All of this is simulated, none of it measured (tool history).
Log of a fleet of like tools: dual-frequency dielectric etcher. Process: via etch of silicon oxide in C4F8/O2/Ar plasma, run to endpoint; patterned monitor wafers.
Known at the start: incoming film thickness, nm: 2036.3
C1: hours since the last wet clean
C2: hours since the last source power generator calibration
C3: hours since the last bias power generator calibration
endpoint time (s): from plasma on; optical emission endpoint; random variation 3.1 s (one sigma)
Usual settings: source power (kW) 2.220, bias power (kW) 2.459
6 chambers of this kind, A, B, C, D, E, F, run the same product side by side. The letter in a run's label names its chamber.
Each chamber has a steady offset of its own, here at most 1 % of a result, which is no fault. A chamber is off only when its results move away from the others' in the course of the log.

run 1D day=0.425 | source_power_(kW)=2.220 bias_power_(kW)=2.459 | C1=33.6 C2=1277.5 C3=553.9 | endpoint_time_(s)=359.01
run 2F day=0.908 | source_power_(kW)=2.220 bias_power_(kW)=2.459 | C1=260.8 C2=1515.6 C3=1718.4 | endpoint_time_(s)=362.93
-- day=0.938 chamber C: source power generator calibrated
run 3A day=1.167 | source_power_(kW)=2.220 bias_power_(kW)=2.459 | C1=446.6 C2=1328.3 C3=525.8 | endpoint_time_(s)=361.43
run 4E day=1.438 | source_power_(kW)=2.220 bias_power_(kW)=2.459 | C1=249.4 C2=795.0 C3=604.2 | endpoint_time_(s)=366.50
run 5B day=1.679 | source_power_(kW)=2.220 bias_power_(kW)=2.459 | C1=445.3 C2=433.1 C3=2685.3 | endpoint_time_(s)=362.87
run 6C day=1.983 | source_power_(kW)=2.220 bias_power_(kW)=2.459 | C1=62.2 C2=25.2 C3=1822.0 | endpoint_time_(s)=366.79
run 7C day=2.467 | source_power_(kW)=2.220 bias_power_(kW)=2.459 | C1=73.8 C2=36.8 C3=1833.6 | endpoint_time_(s)=366.91
run 8B day=2.921 | source_power_(kW)=2.220 bias_power_(kW)=2.104 | C1=475.1 C2=462.9 C3=2715.1 | endpoint_time_(s)=380.79
-- day=2.925 chamber A: wet clean of the chamber
run 9A day=3.204 | source_power_(kW)=2.220 bias_power_(kW)=2.104 | C1=6.7 C2=1377.2 C3=574.7 | endpoint_time_(s)=383.68
run 10F day=3.538 | source_power_(kW)=2.220 bias_power_(kW)=2.104 | C1=323.9 C2=1578.7 C3=1781.5 | endpoint_time_(s)=376.93
run 11D day=4.021 | source_power_(kW)=2.220 bias_power_(kW)=2.104 | C1=119.9 C2=1363.8 C3=640.2 | endpoint_time_(s)=379.20
run 12E day=4.454 | source_power_(kW)=2.220 bias_power_(kW)=2.104 | C1=321.8 C2=867.4 C3=676.6 | endpoint_time_(s)=382.43
run 13C day=4.721 | source_power_(kW)=2.220 bias_power_(kW)=2.104 | C1=127.9 C2=90.9 C3=1887.7 | endpoint_time_(s)=386.56
-- day=4.975 chamber B: wet clean of the chamber
run 14A day=5.183 | source_power_(kW)=2.220 bias_power_(kW)=2.742 | C1=54.2 C2=1424.7 C3=622.2 | endpoint_time_(s)=350.58
run 15D day=5.475 | source_power_(kW)=2.220 bias_power_(kW)=2.742 | C1=154.8 C2=1398.7 C3=675.1 | endpoint_time_(s)=346.74
run 16B day=5.725 | source_power_(kW)=2.220 bias_power_(kW)=2.742 | C1=18.1 C2=530.2 C3=2782.4 | endpoint_time_(s)=349.70
run 17E day=6.083 | source_power_(kW)=2.220 bias_power_(kW)=2.742 | C1=360.9 C2=906.5 C3=715.7 | endpoint_time_(s)=347.61
run 18F day=6.583 | source_power_(kW)=2.220 bias_power_(kW)=2.742 | C1=397.0 C2=1651.8 C3=1854.6 | endpoint_time_(s)=349.21
run 19D day=6.921 | source_power_(kW)=2.220 bias_power_(kW)=2.742 | C1=189.5 C2=1433.4 C3=709.8 | endpoint_time_(s)=352.74
run 20B day=7.308 | source_power_(kW)=2.220 bias_power_(kW)=2.459 | C1=56.1 C2=568.2 C3=2820.4 | endpoint_time_(s)=365.54
run 21C day=7.667 | source_power_(kW)=2.220 bias_power_(kW)=2.459 | C1=198.6 C2=161.6 C3=1958.4 | endpoint_time_(s)=354.60
run 22A day=8.096 | source_power_(kW)=2.220 bias_power_(kW)=2.459 | C1=124.1 C2=1494.6 C3=692.1 | endpoint_time_(s)=365.12
run 23E day=8.371 | source_power_(kW)=2.220 bias_power_(kW)=2.459 | C1=415.8 C2=961.4 C3=770.6 | endpoint_time_(s)=371.48
run 24F day=8.750 | source_power_(kW)=2.220 bias_power_(kW)=2.459 | C1=449.0 C2=1703.8 C3=1906.6 | endpoint_time_(s)=359.14
run 25F day=9.183 | source_power_(kW)=2.220 bias_power_(kW)=2.459 | C1=459.4 C2=1714.2 C3=1917.0 | endpoint_time_(s)=358.20
run 26E day=9.675 | source_power_(kW)=2.220 bias_power_(kW)=2.459 | C1=447.1 C2=992.7 C3=801.9 | endpoint_time_(s)=363.90
-- day=9.888 chamber F: bias power generator calibrated
run 27A day=10.092 | source_power_(kW)=2.410 bias_power_(kW)=2.459 | C1=172.0 C2=1542.5 C3=740.0 | endpoint_time_(s)=352.39
-- day=10.467 chamber F: wet clean of the chamber
run 28B day=10.483 | source_power_(kW)=2.410 bias_power_(kW)=2.459 | C1=132.3 C2=644.4 C3=2896.6 | endpoint_time_(s)=353.13
run 29C day=10.733 | source_power_(kW)=2.410 bias_power_(kW)=2.459 | C1=272.2 C2=235.2 C3=2032.0 | endpoint_time_(s)=354.17
run 30D day=11.038 | source_power_(kW)=2.410 bias_power_(kW)=2.459 | C1=288.3 C2=1532.2 C3=808.6 | endpoint_time_(s)=345.19
run 31C day=11.342 | source_power_(kW)=2.410 bias_power_(kW)=2.459 | C1=286.8 C2=249.8 C3=2046.6 | endpoint_time_(s)=354.67
run 32D day=11.717 | source_power_(kW)=2.410 bias_power_(kW)=2.459 | C1=304.6 C2=1548.5 C3=824.9 | endpoint_time_(s)=350.85
run 33B day=12.158 | source_power_(kW)=2.220 bias_power_(kW)=2.459 | C1=172.5 C2=684.6 C3=2936.8 | endpoint_time_(s)=369.03
run 34F day=12.404 | source_power_(kW)=2.220 bias_power_(kW)=2.459 | C1=46.6 C2=1791.5 C3=60.5 | endpoint_time_(s)=363.38
run 35E day=12.842 | source_power_(kW)=2.220 bias_power_(kW)=2.459 | C1=523.1 C2=1068.7 C3=877.9 | endpoint_time_(s)=361.33
run 36A day=13.288 | source_power_(kW)=1.980 bias_power_(kW)=2.807 | C1=248.7 C2=1619.2 C3=816.7 | endpoint_time_(s)=364.17

What goes on in this fleet: one chamber off, a drifting gauge, or nothing beyond the chambers' own small offsets? Name the chamber and the cause, if any.

No chamber stands off beyond its own small offset, and the gauge holds steady.

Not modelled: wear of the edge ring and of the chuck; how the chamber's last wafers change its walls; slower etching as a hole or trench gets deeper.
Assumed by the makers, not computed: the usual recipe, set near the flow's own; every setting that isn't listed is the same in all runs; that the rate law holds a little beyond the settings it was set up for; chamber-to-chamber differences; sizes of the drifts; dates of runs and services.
